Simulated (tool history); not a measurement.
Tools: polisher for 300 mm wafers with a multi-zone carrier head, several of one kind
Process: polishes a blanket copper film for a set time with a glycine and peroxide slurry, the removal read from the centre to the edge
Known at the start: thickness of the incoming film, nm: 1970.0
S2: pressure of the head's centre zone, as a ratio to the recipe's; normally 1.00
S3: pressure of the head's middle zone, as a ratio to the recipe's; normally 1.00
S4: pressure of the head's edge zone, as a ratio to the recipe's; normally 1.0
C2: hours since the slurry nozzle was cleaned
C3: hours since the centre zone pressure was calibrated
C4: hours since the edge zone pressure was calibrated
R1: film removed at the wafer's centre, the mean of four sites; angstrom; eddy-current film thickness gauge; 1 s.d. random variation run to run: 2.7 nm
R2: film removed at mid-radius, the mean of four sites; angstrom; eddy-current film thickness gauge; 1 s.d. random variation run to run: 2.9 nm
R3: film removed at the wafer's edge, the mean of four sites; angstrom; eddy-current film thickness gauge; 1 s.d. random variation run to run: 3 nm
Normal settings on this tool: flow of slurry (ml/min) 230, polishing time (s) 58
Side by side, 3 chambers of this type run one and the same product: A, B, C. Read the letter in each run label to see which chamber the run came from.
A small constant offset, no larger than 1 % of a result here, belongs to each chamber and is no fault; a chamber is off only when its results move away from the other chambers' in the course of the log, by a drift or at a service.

run 1B day=0.179 | flow_of_slurry_(ml/min)=230 S2=1.00 S3=1.00 S4=1.0 polishing_time_(s)=58 | wafers_polished_on_this_pad=611 C2=264.7 C3=1116.5 C4=897.3 | R1=2348.0 R2=2341.0 R3=2396.2
-- day=0.317 chamber B: centre zone pressure recalibrated
run 2C day=0.358 | flow_of_slurry_(ml/min)=230 S2=1.00 S3=1.00 S4=1.0 polishing_time_(s)=58 | wafers_polished_on_this_pad=608 C2=286.1 C3=306.5 C4=622.7 | R1=2333.9 R2=2445.0 R3=2349.9
run 3A day=0.654 | flow_of_slurry_(ml/min)=230 S2=1.00 S3=1.00 S4=1.0 polishing_time_(s)=58 | wafers_polished_on_this_pad=192 C2=395.2 C3=173.6 C4=51.2 | R1=2382.1 R2=2392.7 R3=2400.5
-- day=0.825 chamber B: worn pad replaced by a new one
run 4B day=0.942 | flow_of_slurry_(ml/min)=230 S2=1.00 S3=1.00 S4=1.0 polishing_time_(s)=58 | wafers_polished_on_this_pad=29 C2=283.0 C3=15.0 C4=915.6 | R1=2408.6 R2=2366.6 R3=2422.7
run 5A day=1.171 | flow_of_slurry_(ml/min)=230 S2=0.95 S3=1.00 S4=1.1 polishing_time_(s)=58 | wafers_polished_on_this_pad=317 C2=407.6 C3=186.0 C4=63.6 | R1=2246.9 R2=2419.7 R3=2507.7
run 6C day=1.462 | flow_of_slurry_(ml/min)=230 S2=0.95 S3=1.00 S4=1.1 polishing_time_(s)=58 | wafers_polished_on_this_pad=875 C2=312.6 C3=333.0 C4=649.2 | R1=2219.7 R2=2388.1 R3=2527.8
-- day=1.588 chamber C: worn pad replaced by a new one
run 7A day=1.829 | flow_of_slurry_(ml/min)=230 S2=0.95 S3=1.00 S4=1.1 polishing_time_(s)=58 | wafers_polished_on_this_pad=477 C2=423.4 C3=201.8 C4=79.4 | R1=2274.2 R2=2376.0 R3=2519.0
run 8C day=2.029 | flow_of_slurry_(ml/min)=230 S2=1.00 S3=1.00 S4=1.0 polishing_time_(s)=58 | wafers_polished_on_this_pad=107 C2=326.2 C3=346.6 C4=662.8 | R1=2336.8 R2=2364.7 R3=2382.5
run 9B day=2.388 | flow_of_slurry_(ml/min)=230 S2=1.00 S3=1.00 S4=1.0 polishing_time_(s)=58 | wafers_polished_on_this_pad=378 C2=317.7 C3=49.7 C4=950.3 | R1=2380.5 R2=2345.9 R3=2399.7
-- day=2.688 chamber B: slurry nozzle cleaned
run 10A day=2.767 | flow_of_slurry_(ml/min)=230 S2=1.00 S3=1.00 S4=1.0 polishing_time_(s)=58 | wafers_polished_on_this_pad=703 C2=445.9 C3=224.3 C4=101.9 | R1=2386.2 R2=2331.9 R3=2399.9
-- day=2.871 chamber A: worn pad replaced by a new one
run 11C day=2.979 | flow_of_slurry_(ml/min)=230 S2=1.00 S3=1.00 S4=1.0 polishing_time_(s)=58 | wafers_polished_on_this_pad=337 C2=349.0 C3=369.4 C4=685.6 | R1=2386.2 R2=2358.8 R3=2392.1
-- day=3.288 chamber B: worn pad replaced by a new one
run 12B day=3.362 | flow_of_slurry_(ml/min)=230 S2=1.00 S3=1.00 S4=1.0 polishing_time_(s)=58 | wafers_polished_on_this_pad=18 C2=16.2 C3=73.1 C4=973.7 | R1=2360.0 R2=2313.7 R3=2459.8
run 13C day=3.588 | flow_of_slurry_(ml/min)=230 S2=1.00 S3=1.00 S4=1.0 polishing_time_(s)=58 | wafers_polished_on_this_pad=484 C2=363.6 C3=384.0 C4=700.2 | R1=2358.6 R2=2410.1 R3=2369.2
run 14B day=3.758 | flow_of_slurry_(ml/min)=230 S2=1.00 S3=1.00 S4=1.0 polishing_time_(s)=58 | wafers_polished_on_this_pad=114 C2=25.7 C3=82.6 C4=983.2 | R1=2423.7 R2=2318.4 R3=2335.8
run 15A day=4.071 | flow_of_slurry_(ml/min)=150 S2=1.00 S3=1.04 S4=1.0 polishing_time_(s)=58 | wafers_polished_on_this_pad=290 C2=477.2 C3=255.6 C4=133.2 | R1=2184.6 R2=2330.9 R3=2263.8
run 16C day=4.288 | flow_of_slurry_(ml/min)=150 S2=1.00 S3=1.04 S4=1.0 polishing_time_(s)=58 | wafers_polished_on_this_pad=654 C2=380.4 C3=400.8 C4=717.0 | R1=2133.2 R2=2371.2 R3=2230.4
run 17A day=4.612 | flow_of_slurry_(ml/min)=150 S2=1.00 S3=1.04 S4=1.0 polishing_time_(s)=58 | wafers_polished_on_this_pad=421 C2=490.2 C3=268.6 C4=146.2 | R1=2150.2 R2=2316.5 R3=2291.1
-- day=4.642 chamber C: worn pad replaced by a new one
run 18B day=4.908 | flow_of_slurry_(ml/min)=230 S2=1.00 S3=1.00 S4=1.0 polishing_time_(s)=58 | wafers_polished_on_this_pad=392 C2=53.3 C3=110.2 C4=1010.8 | R1=2380.0 R2=2405.0 R3=2367.8
run 19C day=5.183 | flow_of_slurry_(ml/min)=230 S2=1.00 S3=1.00 S4=1.0 polishing_time_(s)=58 | wafers_polished_on_this_pad=131 C2=401.9 C3=422.3 C4=738.5 | R1=2382.3 R2=2396.8 R3=2357.8
run 20A day=5.525 | flow_of_slurry_(ml/min)=230 S2=1.00 S3=1.00 S4=1.0 polishing_time_(s)=58 | wafers_polished_on_this_pad=642 C2=512.1 C3=290.5 C4=168.1 | R1=2331.1 R2=2348.2 R3=2398.7
run 21B day=5.775 | flow_of_slurry_(ml/min)=230 S2=1.00 S3=1.00 S4=1.0 polishing_time_(s)=58 | wafers_polished_on_this_pad=602 C2=74.1 C3=131.0 C4=1031.6 | R1=2400.1 R2=2392.6 R3=2362.7
-- day=5.900 chamber B: worn pad replaced by a new one
run 22B day=6.029 | flow_of_slurry_(ml/min)=230 S2=1.00 S3=1.00 S4=1.0 polishing_time_(s)=58 | wafers_polished_on_this_pad=31 C2=80.2 C3=137.1 C4=1037.7 | R1=2385.1 R2=2358.9 R3=2444.0
-- day=6.104 chamber A: worn pad replaced by a new one
run 23C day=6.229 | flow_of_slurry_(ml/min)=230 S2=0.89 S3=1.00 S4=1.0 polishing_time_(s)=58 | wafers_polished_on_this_pad=384 C2=427.0 C3=447.4 C4=763.6 | R1=2078.1 R2=2416.3 R3=2364.4
run 24A day=6.629 | flow_of_slurry_(ml/min)=230 S2=0.89 S3=1.00 S4=1.0 polishing_time_(s)=58 | wafers_polished_on_this_pad=127 C2=538.6 C3=317.0 C4=194.6 | R1=2007.2 R2=2375.7 R3=2438.8
run 25B day=6.875 | flow_of_slurry_(ml/min)=230 S2=0.89 S3=1.00 S4=1.0 polishing_time_(s)=58 | wafers_polished_on_this_pad=235 C2=100.5 C3=157.4 C4=1058.0 | R1=2131.0 R2=2394.1 R3=2375.5
-- day=7.154 chamber C: slurry nozzle cleaned
run 26A day=7.267 | flow_of_slurry_(ml/min)=230 S2=1.00 S3=1.00 S4=1.0 polishing_time_(s)=58 | wafers_polished_on_this_pad=281 C2=553.9 C3=332.3 C4=209.9 | R1=2244.7 R2=2355.4 R3=2376.5
run 27C day=7.512 | flow_of_slurry_(ml/min)=230 S2=1.00 S3=1.00 S4=1.0 polishing_time_(s)=58 | wafers_polished_on_this_pad=694 C2=8.6 C3=478.2 C4=794.4 | R1=2392.2 R2=2412.2 R3=2383.1
run 28A day=7.692 | flow_of_slurry_(ml/min)=230 S2=0.96 S3=1.00 S4=1.0 polishing_time_(s)=68 | wafers_polished_on_this_pad=384 C2=564.1 C3=342.5 C4=220.1 | R1=2489.7 R2=2817.0 R3=2733.0
-- day=7.750 chamber C: worn pad replaced by a new one
run 29B day=8.088 | flow_of_slurry_(ml/min)=230 S2=0.96 S3=1.00 S4=1.0 polishing_time_(s)=68 | wafers_polished_on_this_pad=529 C2=129.6 C3=186.5 C4=1087.1 | R1=2674.4 R2=2740.2 R3=2830.0
run 30C day=8.412 | flow_of_slurry_(ml/min)=230 S2=0.96 S3=1.00 S4=1.0 polishing_time_(s)=68 | wafers_polished_on_this_pad=160 C2=30.2 C3=499.8 C4=816.0 | R1=2704.1 R2=2854.7 R3=2861.4
run 31C day=8.692 | flow_of_slurry_(ml/min)=170 S2=1.00 S3=1.09 S4=1.0 polishing_time_(s)=58 | wafers_polished_on_this_pad=227 C2=36.9 C3=506.5 C4=822.7 | R1=2293.2 R2=2510.7 R3=2323.1
-- day=8.829 chamber B: worn pad replaced by a new one
run 32B day=8.925 | flow_of_slurry_(ml/min)=170 S2=1.00 S3=1.09 S4=1.0 polishing_time_(s)=58 | wafers_polished_on_this_pad=23 C2=149.7 C3=206.6 C4=1107.2 | R1=2332.5 R2=2485.0 R3=2321.4
-- day=9.021 chamber A: worn pad replaced by a new one
run 33A day=9.208 | flow_of_slurry_(ml/min)=170 S2=1.00 S3=1.09 S4=1.0 polishing_time_(s)=58 | wafers_polished_on_this_pad=45 C2=600.5 C3=378.9 C4=256.5 | R1=2057.2 R2=2461.6 R3=2344.2
run 34C day=9.529 | flow_of_slurry_(ml/min)=230 S2=1.00 S3=1.00 S4=1.0 polishing_time_(s)=58 | wafers_polished_on_this_pad=430 C2=57.0 C3=526.6 C4=842.8 | R1=2384.5 R2=2450.2 R3=2380.9
run 35A day=9.825 | flow_of_slurry_(ml/min)=230 S2=1.00 S3=1.00 S4=1.0 polishing_time_(s)=58 | wafers_polished_on_this_pad=195 C2=615.3 C3=393.7 C4=271.3 | R1=2176.0 R2=2366.4 R3=2370.5
run 36B day=10.158 | flow_of_slurry_(ml/min)=230 S2=1.00 S3=1.00 S4=1.0 polishing_time_(s)=58 | wafers_polished_on_this_pad=322 C2=179.3 C3=236.2 C4=1136.8 | R1=2358.2 R2=2357.8 R3=2341.3
run 37A day=10.408 | flow_of_slurry_(ml/min)=230 S2=1.00 S3=1.00 S4=1.0 polishing_time_(s)=58 | wafers_polished_on_this_pad=336 C2=629.3 C3=407.7 C4=285.3 | R1=2182.6 R2=2319.1 R3=2373.6
run 38B day=10.633 | flow_of_slurry_(ml/min)=230 S2=1.00 S3=1.00 S4=1.0 polishing_time_(s)=58 | wafers_polished_on_this_pad=437 C2=190.7 C3=247.6 C4=1148.2 | R1=2456.5 R2=2337.8 R3=2369.6
run 39C day=10.908 | flow_of_slurry_(ml/min)=230 S2=1.00 S3=1.00 S4=1.0 polishing_time_(s)=58 | wafers_polished_on_this_pad=764 C2=90.1 C3=559.7 C4=875.9 | R1=2382.8 R2=2387.2 R3=2383.3
run 40C day=11.296 | flow_of_slurry_(ml/min)=230 S2=1.00 S3=1.00 S4=1.0 polishing_time_(s)=58 | wafers_polished_on_this_pad=857 C2=99.4 C3=569.0 C4=885.2 | R1=2378.7 R2=2434.7 R3=2420.3
run 41A day=11.667 | flow_of_slurry_(ml/min)=230 S2=1.00 S3=1.00 S4=1.0 polishing_time_(s)=58 | wafers_polished_on_this_pad=640 C2=659.5 C3=437.9 C4=315.5 | R1=2116.9 R2=2355.0 R3=2384.8

One chamber off, gauge drift, or nothing amiss beyond the chambers' own small offsets? If it is a chamber, which one, and what is the likeliest cause?

Chamber A drifts away from the others.
Cause: centre zone's pressure below its setpoint, % = 9.95.

Below are 4 candidate recipes for chamber A's next run, each the usual settings with a change, their results shown as question marks. Which of them brings A's results back in line with what the other chambers give on the usual settings?
To be in line, a result may differ from the other chambers' mean on the usual settings by at most: R1 95.0 angstrom; R2 100.0 angstrom; R3 110.0 angstrom
run 42A-1 day=11.950 | flow_of_slurry_(ml/min)=225 S2=0.91 S3=1.01 S4=1.03 polishing_time_(s)=57 | R1=? R2=? R3=?
run 42A-2 day=11.950 | flow_of_slurry_(ml/min)=235 S2=1.03 S3=1.00 S4=0.99 polishing_time_(s)=58 | R1=? R2=? R3=?
run 42A-3 day=11.950 | flow_of_slurry_(ml/min)=225 S2=0.97 S3=1.00 S4=1.01 polishing_time_(s)=58 | R1=? R2=? R3=?
run 42A-4 day=11.950 | flow_of_slurry_(ml/min)=235 S2=1.09 S3=0.99 S4=0.97 polishing_time_(s)=59 | R1=? R2=? R3=?

Average result of the remaining chambers running the usual settings: R1 2379.0 angstrom; R2 2385.6 angstrom; R3 2376.5 angstrom
run=42A-1 R1=1850.3 R2=2369.1 R3=2383.6
run=42A-2 R1=2178.7 R2=2400.5 R3=2385.4
run=42A-3 R1=2023.8 R2=2387.7 R3=2400.5
run=42A-4 R1=2360.6 R2=2418.5 R3=2401.0
The answer is 42A-4, which returns the chamber to within the allowed miss of the others.
